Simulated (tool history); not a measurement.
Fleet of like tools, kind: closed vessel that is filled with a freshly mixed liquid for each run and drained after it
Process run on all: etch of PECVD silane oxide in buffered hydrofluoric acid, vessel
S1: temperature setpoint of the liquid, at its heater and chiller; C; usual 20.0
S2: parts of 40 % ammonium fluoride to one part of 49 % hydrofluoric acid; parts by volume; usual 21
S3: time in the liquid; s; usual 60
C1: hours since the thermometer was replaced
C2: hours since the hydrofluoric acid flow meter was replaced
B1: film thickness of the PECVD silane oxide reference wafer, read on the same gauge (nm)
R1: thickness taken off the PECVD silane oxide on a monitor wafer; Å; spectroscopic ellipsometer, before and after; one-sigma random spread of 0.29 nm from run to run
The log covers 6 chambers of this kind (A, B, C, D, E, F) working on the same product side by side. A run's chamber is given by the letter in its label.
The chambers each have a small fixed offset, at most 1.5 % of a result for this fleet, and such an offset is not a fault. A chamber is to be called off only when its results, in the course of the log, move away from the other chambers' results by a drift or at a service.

run,hour,S1,S2,S3,C1,C2,B1,R1
1C,10.7,20.0,21,60,240.1,1300.1,69.995,652.01
2E,20.7,20.0,21,60,810.7,530.4,70.035,635.75
3D,33.3,20.0,21,60,1243.2,376.7,70.042,650.50
4F,45.7,20.0,21,60,519.5,407.5,70.015,640.04
5B,54.0,20.0,21,60,2966.7,588.7,69.968,637.35
6A,62.4,20.0,21,60,695.7,303.9,69.996,635.19
7C,70.1,23.5,21,90,299.5,1359.5,70.046,1191.50
# hour 73.3: chamber F: hydrofluoric acid flow meter replaced
8E,78.8,23.5,21,90,868.8,588.5,70.017,1161.60
9D,86.5,23.5,21,90,1296.4,429.9,70.003,1178.90
10F,97.7,23.5,21,90,571.5,24.4,69.999,1169.00
11A,108.8,23.5,21,90,742.1,350.3,69.977,1160.90
12B,115.2,23.5,21,90,3027.9,649.9,70.029,1160.70
13D,121.1,17.0,21,85,1331.0,464.5,70.014,766.26
# hour 125.0: chamber B: thermometer replaced
14E,132.3,17.0,21,85,922.3,642.0,69.979,762.55
15F,141.7,17.0,21,85,615.5,68.4,70.026,761.12
16B,152.9,17.0,21,85,28.0,687.6,69.965,769.08
17A,163.9,17.0,21,85,797.2,405.4,70.039,759.21
18C,171.5,17.0,21,85,400.9,1460.9,69.963,766.68
# hour 174.1: chamber D: thermometer replaced
19C,183.1,20.0,21,60,412.5,1472.5,70.003,645.27
20D,189.3,20.0,21,60,15.3,532.7,70.020,647.55
21F,195.7,20.0,21,60,669.5,122.4,69.970,641.43
22E,207.9,20.0,21,60,997.9,717.6,70.030,637.55
23A,217.4,20.0,21,60,850.7,458.9,69.979,637.73
24B,223.4,20.0,21,60,98.5,758.1,69.992,641.83
25B,234.9,20.0,21,60,110.0,769.6,70.032,633.16
26F,241.6,20.0,21,60,715.4,168.3,69.950,642.05
27D,254.5,20.0,21,60,80.5,597.9,69.984,652.64
28C,263.1,20.0,21,60,492.5,1552.5,70.021,644.00
29A,272.1,20.0,21,60,905.4,513.6,69.997,641.08
30E,278.6,20.0,21,60,1068.6,788.3,70.028,637.15
31B,289.4,20.0,21,60,164.5,824.1,70.008,637.57
32A,298.5,20.0,21,60,931.8,540.0,69.988,640.67
33E,307.9,20.0,21,60,1097.9,817.6,70.025,634.54
34F,316.9,20.0,21,60,790.7,243.6,69.977,634.75
# hour 317.0: chamber D: hydrofluoric acid flow meter replaced
35C,330.1,20.0,21,60,559.5,1619.5,70.025,646.75
36D,337.4,20.0,21,60,163.4,20.4,69.993,646.13
37C,344.7,20.0,21,60,574.1,1634.1,69.970,644.16
38D,351.4,20.0,21,60,177.4,34.4,69.984,643.61
39F,359.5,20.0,21,60,833.3,286.2,70.009,641.75
40E,366.5,20.0,21,60,1156.5,876.2,70.013,633.27
# hour 370.7: chamber B: hydrofluoric acid flow meter replaced
41B,372.6,20.0,21,60,247.7,2.0,70.014,640.36
42A,380.0,20.0,21,60,1013.3,621.5,69.998,642.27
43A,388.4,20.0,21,60,1021.7,629.9,69.944,636.70
44D,397.8,20.0,21,60,223.8,80.8,70.023,646.16

All 6 chambers run these settings next. Forecast each chamber's results:
45A,407.3,20.0,21,60,,,,?
45B,407.3,20.0,21,60,,,,?
45C,407.3,20.0,21,60,,,,?
45D,407.3,20.0,21,60,,,,?
45E,407.3,20.0,21,60,,,,?
45F,407.3,20.0,21,60,,,,?

run,R1
45A,641.65
45B,637.37
45C,648.58
45D,650.11
45E,637.33
45F,640.55
